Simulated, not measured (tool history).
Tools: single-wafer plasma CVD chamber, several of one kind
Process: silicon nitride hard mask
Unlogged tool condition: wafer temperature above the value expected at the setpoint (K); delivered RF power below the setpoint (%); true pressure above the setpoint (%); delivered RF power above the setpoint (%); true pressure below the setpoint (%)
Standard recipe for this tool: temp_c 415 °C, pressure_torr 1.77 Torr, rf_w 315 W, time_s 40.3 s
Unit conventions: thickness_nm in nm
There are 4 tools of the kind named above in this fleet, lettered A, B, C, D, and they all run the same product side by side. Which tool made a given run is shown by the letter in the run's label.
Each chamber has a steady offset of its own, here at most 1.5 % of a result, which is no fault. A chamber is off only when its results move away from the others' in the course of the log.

run	hour	temp_c	pressure_torr	rf_w	time_s	hours since the last thermocouple change	hours since the last RF generator calibration	hours since the last manometer calibration	read-back reference wafer on the same gauge, thickness_nm	thickness_nm
1A	7.8	415	1.77	315	40.3	841.4	466.3	1391	55.993	49.417
2C	16.4	415	1.77	315	40.3	1919.8	1243.5	2483.6	55.942	48.189
3B	25.1	415	1.77	315	40.3	614.3	983.9	1816.9	55.958	49.213
4D	31.8	415	1.77	315	40.3	2456.6	831.5	418.7	55.953	49.098
5D	38.7	415	1.77	315	40.3	2463.5	838.4	425.6	56.006	49.478
6A	49.2	415	1.77	315	40.3	882.8	507.7	1432.4	56.056	49.234
7C	61.9	415	1.77	315	40.3	1965.3	1289	2529.1	56.023	48.309
# hour 64.9: chamber D: RF generator calibrated
8B	75.6	415	1.77	315	40.3	664.8	1034.4	1867.4	55.977	49.225
9C	87.7	415	1.95	315	46.5	1991.1	1314.8	2554.9	55.975	57.202
10A	93.9	415	1.95	315	46.5	927.5	552.4	1477.1	56.017	58.591
11B	103.5	415	1.95	315	46.5	692.7	1062.3	1895.3	56.004	58.209
12D	109.7	415	1.95	315	46.5	2534.5	44.9	496.6	55.98	58.722
13B	119.7	415	1.77	315	40.3	708.9	1078.5	1911.5	55.941	48.933
14A	131.2	415	1.77	315	40.3	964.8	589.7	1514.4	55.978	48.948
15C	141	415	1.77	315	40.3	2044.4	1368.1	2608.2	55.985	48.395
16D	149.3	415	1.77	315	40.3	2574.1	84.5	536.2	55.997	49.459
17B	160.7	415	1.77	315	40.3	749.9	1119.5	1952.5	55.997	49.192
18D	170.9	415	1.77	315	40.3	2595.7	106.1	557.8	56.025	49.065
# hour 174.2: chamber C: thermocouple changed; heater temperature recalibrated
19C	184	415	1.77	315	40.3	9.8	1411.1	2651.2	56.004	48.606
20A	195.4	423	1.77	315	48	1029	653.9	1578.6	55.969	57.532
21B	203.1	423	1.77	315	48	792.3	1161.9	1994.9	55.954	58.279
22D	215	423	1.77	315	48	2639.8	150.2	601.9	56.013	58.527
23C	229	423	1.77	315	48	54.8	1456.1	2696.2	56.006	57.636
24A	242.7	415	2.04	280	40.3	1076.3	701.2	1625.9	56.025	46.375
# hour 251.7: chamber D: thermocouple changed; heater temperature recalibrated
25B	252.5	415	2.04	280	40.3	841.7	1211.3	2044.3	56.016	47.294
26A	258.7	415	2.04	280	40.3	1092.3	717.2	1641.9	56.024	46.295
27D	270	415	2.04	280	40.3	18.4	205.2	656.9	55.989	47.363

Has any chamber moved away from the others, gradually or after a service, or does the common gauge drift, or do the chambers differ only by their own small steady offsets? State the chamber and the most likely cause if one applies.

One chamber, A, drifts off from the rest bit by bit.
Most likely cause: delivered RF power below the setpoint (%) = 3.46.
Not necessarily distinguishable in this log from: true pressure below the setpoint (%).

Chamber A could run next with any of the 4 candidate recipes listed below; each alters the usual settings, and their results appear as question marks. Which one brings its results back in line with what the other chambers deliver on the usual settings?
A result is in line if it is within this distance of the other chambers' mean on the usual settings: thickness_nm 0.61 nm
28A-1	280.3	415	1.77	325	40.3					?
28A-2	280.3	415	1.74	310	40.3					?
28A-3	280.3	415	1.77	320	41.4					?
28A-4	280.3	415	1.75	310	39.2					?

Average result of the remaining chambers running the usual settings: thickness_nm 48.989 nm
run	thickness_nm
28A-1	48.967
28A-2	47.246
28A-3	49.794
28A-4	46.035
28A-1 puts the chamber back in line with the other chambers.
